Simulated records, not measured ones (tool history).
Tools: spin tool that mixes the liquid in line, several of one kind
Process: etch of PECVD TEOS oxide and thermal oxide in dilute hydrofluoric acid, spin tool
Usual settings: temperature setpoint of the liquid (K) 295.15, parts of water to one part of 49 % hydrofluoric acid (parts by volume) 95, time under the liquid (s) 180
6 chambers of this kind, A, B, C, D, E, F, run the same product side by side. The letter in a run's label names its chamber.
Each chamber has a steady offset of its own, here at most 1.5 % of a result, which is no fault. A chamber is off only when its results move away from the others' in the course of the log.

| run | day | temperature setpoint of the liquid (K) | parts of water to one part of 49 % hydrofluoric acid (parts by volume) | time under the liquid (s) | read-back film thickness of the PECVD TEOS oxide reference wafer, read on the same gauge (nm) | read-back film thickness of the thermal oxide reference wafer, read on the same gauge (nm) | thickness taken off the PECVD TEOS oxide on a monitor wafer (Å) | thickness taken off the thermal oxide on a monitor wafer (Å) |
|---|---|---|---|---|---|---|---|---|
| 1A | 0.358 | 295.15 | 95 | 180 | 90.006 | 110.02 | 167.88 | 85.062 |
| 2D | 0.688 | 295.15 | 95 | 180 | 90.003 | 109.96 | 170.52 | 84.75 |
| 3E | 0.883 | 295.15 | 95 | 180 | 89.99 | 110.01 | 169.19 | 85.999 |
| 4F | 1.208 | 295.15 | 95 | 180 | 90.006 | 110 | 171.42 | 86.313 |
|  | 1.429 | chamber D: hydrofluoric acid flow meter replaced |
| 5C | 1.567 | 295.15 | 95 | 180 | 90 | 109.98 | 170.66 | 84.331 |
| 6B | 1.858 | 295.15 | 95 | 180 | 90 | 110 | 166.18 | 86.555 |
| 7A | 2.171 | 295.15 | 95 | 180 | 89.994 | 110.01 | 169.05 | 83.606 |
| 8E | 2.517 | 295.15 | 95 | 180 | 90.01 | 109.97 | 170.14 | 85.049 |
| 9C | 2.796 | 295.15 | 95 | 180 | 90.025 | 110.02 | 169.78 | 84.925 |
| 10F | 2.979 | 295.15 | 95 | 180 | 90.021 | 110.03 | 168 | 85.711 |
| 11B | 3.3 | 295.15 | 135 | 100 | 89.999 | 109.98 | 62.5 | 31.466 |
| 12D | 3.621 | 295.15 | 135 | 100 | 89.98 | 110 | 63.597 | 32.343 |
| 13B | 4.004 | 295.15 | 135 | 100 | 90.012 | 109.97 | 62.345 | 31.592 |
| 14C | 4.183 | 295.15 | 135 | 100 | 89.993 | 110.05 | 62.92 | 32.579 |
| 15E | 4.392 | 295.15 | 135 | 100 | 89.99 | 109.98 | 63.539 | 31.666 |
| 16D | 4.746 | 295.15 | 135 | 100 | 90.002 | 109.98 | 64.227 | 32.174 |
| 17F | 4.925 | 295.15 | 95 | 180 | 89.987 | 110 | 166.83 | 85.772 |
| 18A | 5.25 | 295.15 | 95 | 180 | 89.981 | 109.99 | 169.65 | 84.525 |
| 19C | 5.612 | 295.15 | 95 | 235 | 89.987 | 110 | 223.73 | 113.04 |
| 20F | 5.921 | 295.15 | 95 | 235 | 89.982 | 109.99 | 219.32 | 109.46 |
| 21A | 6.242 | 295.15 | 95 | 235 | 89.989 | 110.04 | 218.27 | 111.28 |
| 22D | 6.425 | 295.15 | 95 | 235 | 90.005 | 110.02 | 221.56 | 111.52 |
| 23E | 6.738 | 295.15 | 95 | 235 | 90.013 | 109.99 | 221.84 | 113.73 |
| 24B | 7.108 | 295.15 | 95 | 235 | 89.992 | 110 | 219.32 | 110.8 |
| 25A | 7.454 | 295.15 | 95 | 180 | 89.973 | 110.02 | 168.49 | 84.604 |
| 26F | 7.675 | 295.15 | 95 | 180 | 89.985 | 109.96 | 169.01 | 84.788 |
| 27C | 7.996 | 295.15 | 95 | 180 | 90.015 | 110.05 | 168.52 | 85.166 |
| 28E | 8.212 | 295.15 | 95 | 180 | 90.012 | 109.98 | 176.46 | 87.644 |
| 29B | 8.383 | 291.15 | 120 | 180 | 90.002 | 109.98 | 108.66 | 54.969 |
| 30D | 8.608 | 291.15 | 120 | 180 | 90.016 | 109.97 | 112.91 | 56.391 |
| 31A | 8.983 | 291.15 | 120 | 180 | 89.999 | 110 | 113 | 56.094 |
| 32C | 9.267 | 291.15 | 120 | 180 | 90.04 | 110.01 | 109.88 | 54.922 |
| 33F | 9.471 | 291.15 | 120 | 180 | 89.998 | 110 | 111.87 | 56.374 |
| 34D | 9.812 | 291.15 | 120 | 180 | 89.995 | 110.04 | 112.5 | 56.703 |
| 35B | 10.121 | 295.15 | 70 | 275 | 89.999 | 110.02 | 362.91 | 181.23 |
| 36E | 10.392 | 295.15 | 70 | 275 | 90.019 | 110.05 | 382.84 | 194.39 |
| 37E | 10.767 | 295.15 | 70 | 275 | 89.999 | 110.02 | 384.93 | 194.38 |
| 38C | 11.062 | 295.15 | 70 | 275 | 90.001 | 110 | 358.16 | 184.19 |
| 39B | 11.325 | 295.15 | 70 | 275 | 90.022 | 110.04 | 356.59 | 179.15 |
| 40A | 11.512 | 295.15 | 70 | 275 | 89.988 | 110.03 | 357.77 | 182.52 |
| 41D | 11.904 | 295.15 | 95 | 180 | 90.007 | 109.99 | 171.71 | 83.396 |
| 42F | 12.246 | 295.15 | 95 | 180 | 89.997 | 109.99 | 166.16 | 85.401 |
| 43A | 12.421 | 295.15 | 95 | 180 | 90.001 | 109.99 | 171.88 | 85.189 |
| 44C | 12.779 | 295.15 | 95 | 180 | 90.035 | 109.99 | 169.95 | 86.163 |

All 6 chambers run these settings next. Forecast each chamber's results:
| 45A | 13.058 | 295.15 | 95 | 80 |  |  | ? | ? |
| 45B | 13.058 | 295.15 | 95 | 80 |  |  | ? | ? |
| 45C | 13.058 | 295.15 | 95 | 80 |  |  | ? | ? |
| 45D | 13.058 | 295.15 | 95 | 80 |  |  | ? | ? |
| 45E | 13.058 | 295.15 | 95 | 80 |  |  | ? | ? |
| 45F | 13.058 | 295.15 | 95 | 80 |  |  | ? | ? |

| run | thickness taken off the PECVD TEOS oxide on a monitor wafer (Å) | thickness taken off the thermal oxide on a monitor wafer (Å) |
|---|---|---|
| 45A | 75.29 | 37.522 |
| 45B | 74.103 | 38.211 |
| 45C | 76.361 | 38.046 |
| 45D | 76.12 | 37.624 |
| 45E | 82.754 | 41.659 |
| 45F | 75.509 | 37.266 |

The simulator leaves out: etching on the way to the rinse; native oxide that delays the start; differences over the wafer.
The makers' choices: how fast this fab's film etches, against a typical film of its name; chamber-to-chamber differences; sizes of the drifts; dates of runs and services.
